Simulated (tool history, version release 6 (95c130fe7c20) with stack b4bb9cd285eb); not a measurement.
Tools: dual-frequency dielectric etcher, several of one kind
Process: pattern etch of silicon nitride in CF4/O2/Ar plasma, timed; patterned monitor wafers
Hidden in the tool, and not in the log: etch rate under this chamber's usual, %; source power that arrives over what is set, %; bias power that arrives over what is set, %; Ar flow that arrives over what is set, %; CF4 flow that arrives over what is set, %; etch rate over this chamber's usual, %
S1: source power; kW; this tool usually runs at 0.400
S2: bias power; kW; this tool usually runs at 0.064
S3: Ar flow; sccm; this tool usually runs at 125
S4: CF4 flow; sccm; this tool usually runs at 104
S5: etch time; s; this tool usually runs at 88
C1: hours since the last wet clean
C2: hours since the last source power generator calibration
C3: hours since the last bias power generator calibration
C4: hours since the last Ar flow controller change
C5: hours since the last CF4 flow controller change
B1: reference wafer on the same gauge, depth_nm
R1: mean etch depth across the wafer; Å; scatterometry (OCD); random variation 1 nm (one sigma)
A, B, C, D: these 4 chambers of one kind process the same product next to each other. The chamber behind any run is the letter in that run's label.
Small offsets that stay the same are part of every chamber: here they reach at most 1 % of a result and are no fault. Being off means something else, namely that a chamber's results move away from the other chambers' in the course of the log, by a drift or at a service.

run,hour,S1,S2,S3,S4,S5,C1,C2,C3,C4,C5,B1,R1
1B,3.4,0.400,0.064,125,104,88,122.6,527.4,1436.6,3319.8,4164.4,163.99,1484.0
2A,6.0,0.400,0.064,125,104,88,242.5,4065.5,1501.5,44.4,3327.6,164.12,1498.1
3D,8.6,0.400,0.064,125,104,88,519.2,980.7,2853.3,860.7,1485.2,163.85,1493.3
4C,14.0,0.400,0.064,125,104,88,124.3,508.3,2442.7,355.4,24.9,164.20,1471.2
5A,17.6,0.400,0.064,125,104,88,254.1,4077.1,1513.1,56.0,3339.2,164.07,1481.2
6C,21.4,0.400,0.064,125,104,88,131.7,515.7,2450.1,362.8,32.3,164.16,1461.6
7D,26.1,0.400,0.064,125,104,88,536.7,998.2,2870.8,878.2,1502.7,163.81,1501.9
8B,30.1,0.400,0.064,125,104,88,149.3,554.1,1463.3,3346.5,4191.1,164.32,1498.3
9A,33.3,0.470,0.064,125,104,88,269.8,4092.8,1528.8,71.7,3354.9,163.98,1716.3
10C,38.6,0.470,0.064,125,104,88,148.9,532.9,2467.3,380.0,49.5,164.01,1699.4
11D,42.3,0.470,0.064,125,104,88,552.9,1014.4,2887.0,894.4,1518.9,164.30,1715.4
12B,45.4,0.470,0.064,125,104,88,164.6,569.4,1478.6,3361.8,4206.4,164.18,1720.6
13B,50.3,0.400,0.064,125,104,88,169.5,574.3,1483.5,3366.7,4211.3,164.14,1508.9
14C,54.5,0.400,0.064,125,104,88,164.8,548.8,2483.2,395.9,65.4,164.10,1466.5
15D,58.7,0.400,0.064,125,104,88,569.3,1030.8,2903.4,910.8,1535.3,163.98,1496.6
16A,62.1,0.400,0.064,125,104,88,298.6,4121.6,1557.6,100.5,3383.7,164.14,1482.7
17D,65.5,0.400,0.064,125,104,88,576.1,1037.6,2910.2,917.6,1542.1,163.81,1471.3
18C,69.0,0.400,0.064,125,104,88,179.3,563.3,2497.7,410.4,79.9,163.87,1453.0
19A,73.9,0.400,0.064,125,104,88,310.4,4133.4,1569.4,112.3,3395.5,163.91,1516.1
20B,78.9,0.400,0.064,125,104,88,198.1,602.9,1512.1,3395.3,4239.9,163.98,1495.2
21C,83.9,0.400,0.064,125,104,88,194.2,578.2,2512.6,425.3,94.8,163.90,1461.7
# hour 88.5: chamber A: wet clean of the chamber
22A,88.8,0.400,0.064,153,104,88,0.3,4148.3,1584.3,127.2,3410.4,164.08,1461.6
23D,91.4,0.400,0.064,153,104,88,602.0,1063.5,2936.1,943.5,1568.0,164.01,1463.9
24B,94.7,0.400,0.064,153,104,88,213.9,618.7,1527.9,3411.1,4255.7,164.29,1451.1

Has any chamber moved away from the others, gradually or after a service, or does the common gauge drift, or do the chambers differ only by their own small steady offsets? State the chamber and the most likely cause if one applies.

No chamber is off and the gauge is stable; the differences are just each chamber's small, constant offset.
